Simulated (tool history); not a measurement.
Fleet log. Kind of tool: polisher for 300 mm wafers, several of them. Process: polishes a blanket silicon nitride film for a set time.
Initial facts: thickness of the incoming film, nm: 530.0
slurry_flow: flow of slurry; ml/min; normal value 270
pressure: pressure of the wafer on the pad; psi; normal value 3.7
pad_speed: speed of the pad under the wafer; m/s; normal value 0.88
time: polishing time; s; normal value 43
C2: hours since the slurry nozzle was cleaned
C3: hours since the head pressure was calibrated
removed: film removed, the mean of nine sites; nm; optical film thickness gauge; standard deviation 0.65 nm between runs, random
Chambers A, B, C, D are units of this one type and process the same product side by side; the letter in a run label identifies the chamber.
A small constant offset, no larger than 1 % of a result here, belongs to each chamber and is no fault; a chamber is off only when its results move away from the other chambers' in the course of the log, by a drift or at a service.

{"run": "1C", "hour": 7.6, "slurry_flow": 270, "pressure": 3.7, "pad_speed": 0.88, "time": 43, "wafers polished on this pad": 689, "C2": 301.4, "C3": 816.2, "removed": 59.164}
{"run": "2B", "hour": 17.3, "slurry_flow": 270, "pressure": 3.7, "pad_speed": 0.88, "time": 43, "wafers polished on this pad": 1288, "C2": 128.7, "C3": 35.5, "removed": 58.378}
{"hour": 21.9, "done": "chamber B: worn pad replaced by a new one"}
{"run": "3D", "hour": 23.0, "slurry_flow": 270, "pressure": 3.7, "pad_speed": 0.88, "time": 43, "wafers polished on this pad": 517, "C2": 31.3, "C3": 243.8, "removed": 57.986}
{"run": "4A", "hour": 29.4, "slurry_flow": 270, "pressure": 3.7, "pad_speed": 0.88, "time": 43, "wafers polished on this pad": 461, "C2": 276.1, "C3": 266.2, "removed": 58.061}
{"run": "5D", "hour": 40.0, "slurry_flow": 270, "pressure": 3.7, "pad_speed": 0.88, "time": 43, "wafers polished on this pad": 642, "C2": 48.3, "C3": 260.8, "removed": 58.494}
{"run": "6A", "hour": 46.2, "slurry_flow": 270, "pressure": 3.7, "pad_speed": 0.88, "time": 43, "wafers polished on this pad": 584, "C2": 292.9, "C3": 283.0, "removed": 59.578}
{"hour": 46.5, "done": "chamber C: slurry nozzle cleaned"}
{"run": "7C", "hour": 56.5, "slurry_flow": 270, "pressure": 3.7, "pad_speed": 0.88, "time": 43, "wafers polished on this pad": 1049, "C2": 10.0, "C3": 865.1, "removed": 58.643}
{"run": "8B", "hour": 63.4, "slurry_flow": 270, "pressure": 3.7, "pad_speed": 0.88, "time": 43, "wafers polished on this pad": 305, "C2": 174.8, "C3": 81.6, "removed": 59.254}
{"run": "9A", "hour": 70.2, "slurry_flow": 270, "pressure": 3.7, "pad_speed": 0.88, "time": 43, "wafers polished on this pad": 761, "C2": 316.9, "C3": 307.0, "removed": 57.731}
{"hour": 76.0, "done": "chamber A: worn pad replaced by a new one"}
{"run": "10C", "hour": 79.2, "slurry_flow": 270, "pressure": 2.7, "pad_speed": 0.88, "time": 43, "wafers polished on this pad": 1216, "C2": 32.7, "C3": 887.8, "removed": 42.243}
{"run": "11B", "hour": 89.9, "slurry_flow": 270, "pressure": 2.7, "pad_speed": 0.88, "time": 43, "wafers polished on this pad": 500, "C2": 201.3, "C3": 108.1, "removed": 43.362}
{"run": "12D", "hour": 97.1, "slurry_flow": 270, "pressure": 2.7, "pad_speed": 0.88, "time": 43, "wafers polished on this pad": 1063, "C2": 105.4, "C3": 317.9, "removed": 43.856}
{"run": "13B", "hour": 102.6, "slurry_flow": 270, "pressure": 2.7, "pad_speed": 0.88, "time": 43, "wafers polished on this pad": 594, "C2": 214.0, "C3": 120.8, "removed": 43.199}
{"run": "14A", "hour": 113.4, "slurry_flow": 270, "pressure": 4.7, "pad_speed": 0.88, "time": 53, "wafers polished on this pad": 276, "C2": 360.1, "C3": 350.2, "removed": 92.64}
{"run": "15D", "hour": 119.1, "slurry_flow": 270, "pressure": 4.7, "pad_speed": 0.88, "time": 53, "wafers polished on this pad": 1225, "C2": 127.4, "C3": 339.9, "removed": 94.723}
{"hour": 120.0, "done": "chamber C: worn pad replaced by a new one"}
{"run": "16C", "hour": 125.4, "slurry_flow": 270, "pressure": 4.7, "pad_speed": 0.88, "time": 53, "wafers polished on this pad": 40, "C2": 78.9, "C3": 934.0, "removed": 93.073}
{"hour": 129.3, "done": "chamber D: worn pad replaced by a new one"}
{"run": "17D", "hour": 132.6, "slurry_flow": 270, "pressure": 4.7, "pad_speed": 0.88, "time": 53, "wafers polished on this pad": 24, "C2": 140.9, "C3": 353.4, "removed": 93.391}
{"run": "18C", "hour": 143.1, "slurry_flow": 270, "pressure": 3.7, "pad_speed": 0.88, "time": 43, "wafers polished on this pad": 170, "C2": 96.6, "C3": 951.7, "removed": 58.334}
{"run": "19A", "hour": 148.8, "slurry_flow": 270, "pressure": 3.7, "pad_speed": 0.88, "time": 43, "wafers polished on this pad": 536, "C2": 395.5, "C3": 385.6, "removed": 58.739}
{"run": "20B", "hour": 157.9, "slurry_flow": 270, "pressure": 4.8, "pad_speed": 0.88, "time": 43, "wafers polished on this pad": 1001, "C2": 269.3, "C3": 176.1, "removed": 76.979}
{"run": "21B", "hour": 163.6, "slurry_flow": 270, "pressure": 4.8, "pad_speed": 0.88, "time": 43, "wafers polished on this pad": 1043, "C2": 275.0, "C3": 181.8, "removed": 76.753}
{"hour": 171.0, "done": "chamber A: worn pad replaced by a new one"}
{"run": "22D", "hour": 175.6, "slurry_flow": 270, "pressure": 4.8, "pad_speed": 0.88, "time": 43, "wafers polished on this pad": 341, "C2": 183.9, "C3": 396.4, "removed": 80.679}
{"run": "23C", "hour": 184.1, "slurry_flow": 270, "pressure": 4.8, "pad_speed": 0.88, "time": 43, "wafers polished on this pad": 472, "C2": 137.6, "C3": 992.7, "removed": 76.124}
{"hour": 187.6, "done": "chamber B: worn pad replaced by a new one"}
{"run": "24A", "hour": 191.6, "slurry_flow": 270, "pressure": 3.7, "pad_speed": 0.88, "time": 43, "wafers polished on this pad": 151, "C2": 438.3, "C3": 428.4, "removed": 58.348}
{"run": "25D", "hour": 198.7, "slurry_flow": 270, "pressure": 3.7, "pad_speed": 0.88, "time": 43, "wafers polished on this pad": 511, "C2": 207.0, "C3": 419.5, "removed": 61.952}
{"run": "26C", "hour": 210.8, "slurry_flow": 270, "pressure": 3.7, "pad_speed": 0.88, "time": 43, "wafers polished on this pad": 669, "C2": 164.3, "C3": 1019.4, "removed": 57.579}
{"run": "27A", "hour": 216.7, "slurry_flow": 270, "pressure": 3.7, "pad_speed": 0.88, "time": 43, "wafers polished on this pad": 336, "C2": 463.4, "C3": 453.5, "removed": 58.683}
{"run": "28B", "hour": 227.9, "slurry_flow": 270, "pressure": 3.2, "pad_speed": 0.88, "time": 43, "wafers polished on this pad": 297, "C2": 339.3, "C3": 246.1, "removed": 50.933}
{"run": "29A", "hour": 234.5, "slurry_flow": 270, "pressure": 3.2, "pad_speed": 0.88, "time": 43, "wafers polished on this pad": 467, "C2": 481.2, "C3": 471.3, "removed": 51.515}
{"run": "30D", "hour": 243.5, "slurry_flow": 270, "pressure": 3.2, "pad_speed": 0.88, "time": 43, "wafers polished on this pad": 841, "C2": 251.8, "C3": 464.3, "removed": 55.272}
{"run": "31B", "hour": 249.6, "slurry_flow": 270, "pressure": 3.2, "pad_speed": 0.88, "time": 43, "wafers polished on this pad": 457, "C2": 361.0, "C3": 267.8, "removed": 50.829}
{"run": "32C", "hour": 261.6, "slurry_flow": 270, "pressure": 3.7, "pad_speed": 0.88, "time": 43, "wafers polished on this pad": 1043, "C2": 215.1, "C3": 1070.2, "removed": 58.061}
{"hour": 266.1, "done": "chamber A: worn pad replaced by a new one"}
{"run": "33B", "hour": 269.4, "slurry_flow": 270, "pressure": 3.7, "pad_speed": 0.88, "time": 43, "wafers polished on this pad": 602, "C2": 380.8, "C3": 287.6, "removed": 58.236}
{"run": "34C", "hour": 282.0, "slurry_flow": 270, "pressure": 3.7, "pad_speed": 0.88, "time": 43, "wafers polished on this pad": 1193, "C2": 235.5, "C3": 1090.6, "removed": 58.863}
{"run": "35D", "hour": 291.0, "slurry_flow": 270, "pressure": 3.7, "pad_speed": 0.88, "time": 43, "wafers polished on this pad": 1191, "C2": 299.3, "C3": 511.8, "removed": 64.462}
{"run": "36A", "hour": 302.4, "slurry_flow": 270, "pressure": 3.7, "pad_speed": 0.88, "time": 43, "wafers polished on this pad": 268, "C2": 549.1, "C3": 539.2, "removed": 58.83}

Is one chamber out of step, is the gauge drifting, or do the chambers differ by no more than their own small offsets? For an off chamber, give its letter and the likeliest cause.

One chamber, D, drifts off from the rest bit by bit.
What lies behind it: head's pressure above its setpoint, % = 11.1.

Which of the 4 candidates below, each the usual settings with something changed and its results left as question marks, puts chamber D back in line with what the other chambers give on the usual settings?
In line here means within this much of the mean the other chambers give on the usual settings: removed 2.300 nm
{"run": "37D-1", "hour": 311.5, "slurry_flow": 270, "pressure": 3.7, "pad_speed": 0.88, "time": 44, "removed": "?"}
{"run": "37D-2", "hour": 311.5, "slurry_flow": 265, "pressure": 3.7, "pad_speed": 0.76, "time": 43, "removed": "?"}
{"run": "37D-3", "hour": 311.5, "slurry_flow": 270, "pressure": 3.7, "pad_speed": 0.88, "time": 42, "removed": "?"}
{"run": "37D-4", "hour": 311.5, "slurry_flow": 270, "pressure": 3.7, "pad_speed": 0.88, "time": 48, "removed": "?"}

Average result of the remaining chambers running the usual settings: removed 58.669 nm
run=37D-1 removed=67.084
run=37D-2 removed=58.254
run=37D-3 removed=64.034
run=37D-4 removed=73.182
With 37D-2, the chamber falls back in line with the rest.
